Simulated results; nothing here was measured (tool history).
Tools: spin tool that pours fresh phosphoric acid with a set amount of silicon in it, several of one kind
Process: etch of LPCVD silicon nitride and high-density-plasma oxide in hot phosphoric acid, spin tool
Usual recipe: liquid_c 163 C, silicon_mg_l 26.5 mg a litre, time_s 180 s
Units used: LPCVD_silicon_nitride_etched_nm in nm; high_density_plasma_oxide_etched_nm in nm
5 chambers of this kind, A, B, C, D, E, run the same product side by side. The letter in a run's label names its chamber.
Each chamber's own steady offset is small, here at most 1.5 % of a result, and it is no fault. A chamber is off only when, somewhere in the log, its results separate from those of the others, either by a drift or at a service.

run,hour,liquid_c,silicon_mg_l,time_s,"read-back film thickness of the LPCVD silicon nitride reference wafer, read on the same gauge (nm)","read-back film thickness of the high-density-plasma oxide reference wafer, read on the same gauge (nm)",LPCVD_silicon_nitride_etched_nm,high_density_plasma_oxide_etched_nm
1A,4.6,163,26.5,180,39.987,120,17.331,0.42705
2D,9,163,26.5,180,39.963,120,17.59,0.38777
3E,12.8,163,26.5,180,40.035,120.02,17.545,0.4209
4C,19.4,163,26.5,180,40.001,120.02,17.463,0.39342
5B,25.3,164.5,35.5,180,39.993,119.98,18.509,0.32899
6D,31.6,164.5,35.5,180,39.996,120.02,18.297,0.32968
7E,38.4,164.5,35.5,180,39.996,120,18.531,0.36537
8A,44.6,164.5,35.5,180,40.022,120.01,18.212,0.32258
9C,51.5,164.5,35.5,180,39.996,119.97,18.443,0.3343
10B,57.4,163,26.5,180,40.038,119.98,17.456,0.43094
11A,60.5,163,26.5,180,39.968,120,17.325,0.37163
12B,64.2,163,26.5,180,40.001,120,17.728,0.37459
13E,69.7,163,26.5,180,39.942,120,17.59,0.46752
14C,76.3,163,19.5,130,39.995,120.01,12.74,0.38306
15D,81.2,163,19.5,130,39.956,119.97,12.686,0.41767
16D,84.5,163,19.5,130,39.981,120.01,12.672,0.39313
17E,89.7,163,19.5,130,39.978,120.01,12.8,0.42571
18B,95.3,163,19.5,130,40.032,120,12.724,0.39086
19A,101.4,163,26.5,180,39.998,120.02,17.299,0.32949
20C,106.1,163,26.5,180,39.981,119.98,17.796,0.36594
21C,109.5,163,26.5,180,40.031,119.99,17.487,0.42569
22A,112.8,163,26.5,130,39.947,120.01,12.445,0.27728
23B,117.1,163,26.5,130,40.042,120,12.634,0.31352
24D,123.3,163,26.5,130,39.997,120,12.827,0.35097
25E,127.3,163,26.5,130,40.019,119.99,12.495,0.27795
26E,132,163,26.5,130,40.027,120,12.494,0.35375
27B,138.4,163,26.5,180,39.967,120.03,17.58,0.47061
28D,144.2,163,26.5,180,39.967,120.01,17.488,0.46984
29C,148.7,163,26.5,180,39.97,120.01,17.4,0.36361
30A,153.7,161,26.5,180,40.008,120.03,16.309,0.325
31A,160.4,161,26.5,180,39.979,120.01,16.259,0.36206
32E,167.1,161,26.5,180,39.982,120.03,16.255,0.34192

Has any chamber moved away from the others, gradually or after a service, or does the common gauge drift, or do the chambers differ only by their own small steady offsets? State the chamber and the most likely cause if one applies.

All chambers stay in line apart from their small fixed offsets, and the gauge does not drift.

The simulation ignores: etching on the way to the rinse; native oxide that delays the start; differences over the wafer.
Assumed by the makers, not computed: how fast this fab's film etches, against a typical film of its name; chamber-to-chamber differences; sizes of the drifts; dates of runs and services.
